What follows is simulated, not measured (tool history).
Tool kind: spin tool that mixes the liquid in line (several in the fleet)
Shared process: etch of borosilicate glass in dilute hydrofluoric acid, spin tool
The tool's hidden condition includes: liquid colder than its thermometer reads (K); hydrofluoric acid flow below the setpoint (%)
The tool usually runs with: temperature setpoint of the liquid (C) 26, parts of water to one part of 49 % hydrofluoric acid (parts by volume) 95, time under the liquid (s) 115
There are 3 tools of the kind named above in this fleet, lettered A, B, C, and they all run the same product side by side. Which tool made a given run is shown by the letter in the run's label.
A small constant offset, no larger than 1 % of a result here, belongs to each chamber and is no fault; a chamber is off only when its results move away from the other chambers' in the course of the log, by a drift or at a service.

| run | hour | temperature setpoint of the liquid (C) | parts of water to one part of 49 % hydrofluoric acid (parts by volume) | time under the liquid (s) | hours since the thermometer was replaced | hours since the hydrofluoric acid flow meter was replaced | read-back film thickness of the borosilicate glass reference wafer, read on the same gauge (nm) | thickness taken off the borosilicate glass on a monitor wafer (nm) |
|---|---|---|---|---|---|---|---|---|
| 1C | 5.3 | 26 | 95 | 115 | 996.4 | 677.3 | 139.99 | 30.692 |
| 2A | 11.7 | 26 | 95 | 115 | 1414.2 | 64.1 | 139.99 | 30.968 |
| 3B | 18.5 | 26 | 95 | 115 | 530.1 | 855.3 | 140.02 | 30.309 |
| 4A | 27.8 | 26 | 95 | 115 | 1430.3 | 80.2 | 139.99 | 30.97 |
| 5C | 37.4 | 26 | 75 | 115 | 1028.5 | 709.4 | 140 | 40.326 |
| 6B | 46.9 | 26 | 75 | 115 | 558.5 | 883.7 | 140.01 | 39.496 |
| 7C | 55.7 | 26 | 75 | 115 | 1046.8 | 727.7 | 139.99 | 39.829 |
| 8B | 64.4 | 26 | 95 | 115 | 576 | 901.2 | 140.03 | 30.624 |
| 9A | 71.7 | 26 | 95 | 115 | 1474.2 | 124.1 | 140 | 31.418 |
| 10B | 81.1 | 26 | 95 | 115 | 592.7 | 917.9 | 140.01 | 30.616 |
| 11A | 89.3 | 26 | 95 | 160 | 1491.8 | 141.7 | 140.01 | 42.914 |
| 12C | 99.9 | 26 | 95 | 160 | 1091 | 771.9 | 139.99 | 42.942 |
| 13B | 109.8 | 26 | 95 | 160 | 621.4 | 946.6 | 139.99 | 41.303 |
| 14C | 120.3 | 26 | 95 | 115 | 1111.4 | 792.3 | 140 | 30.91 |
| 15A | 129.3 | 26 | 95 | 115 | 1531.8 | 181.7 | 139.99 | 31.581 |
| 16A | 137.4 | 30 | 125 | 115 | 1539.9 | 189.8 | 140.01 | 26.532 |
|  | 145.9 | chamber B: thermometer replaced |
| 17C | 146.8 | 30 | 125 | 115 | 1137.9 | 818.8 | 140.02 | 26.036 |
| 18B | 153.7 | 30 | 125 | 115 | 7.9 | 990.5 | 140 | 25.095 |
| 19C | 164 | 26 | 95 | 115 | 1155.1 | 836 | 140 | 30.623 |
| 20A | 174.6 | 26 | 95 | 115 | 1577.1 | 227 | 139.99 | 30.756 |
| 21B | 185.6 | 26 | 95 | 115 | 39.8 | 1022.4 | 140 | 29.045 |
| 22A | 195.2 | 26 | 95 | 115 | 1597.7 | 247.6 | 140.01 | 30.967 |
| 23B | 205.2 | 26 | 95 | 115 | 59.4 | 1042 | 140.02 | 28.81 |
| 24C | 210.9 | 26 | 95 | 115 | 1202 | 882.9 | 139.96 | 31.127 |

Next, all 3 chambers run the settings below, one line each with question marks for the results. What does each chamber give?
| 25A | 219 | 29.5 | 95 | 115 |  |  |  | ? |
| 25B | 219 | 29.5 | 95 | 115 |  |  |  | ? |
| 25C | 219 | 29.5 | 95 | 115 |  |  |  | ? |

| run | thickness taken off the borosilicate glass on a monitor wafer (nm) |
|---|---|
| 25A | 35.225 |
| 25B | 32.371 |
| 25C | 34.996 |

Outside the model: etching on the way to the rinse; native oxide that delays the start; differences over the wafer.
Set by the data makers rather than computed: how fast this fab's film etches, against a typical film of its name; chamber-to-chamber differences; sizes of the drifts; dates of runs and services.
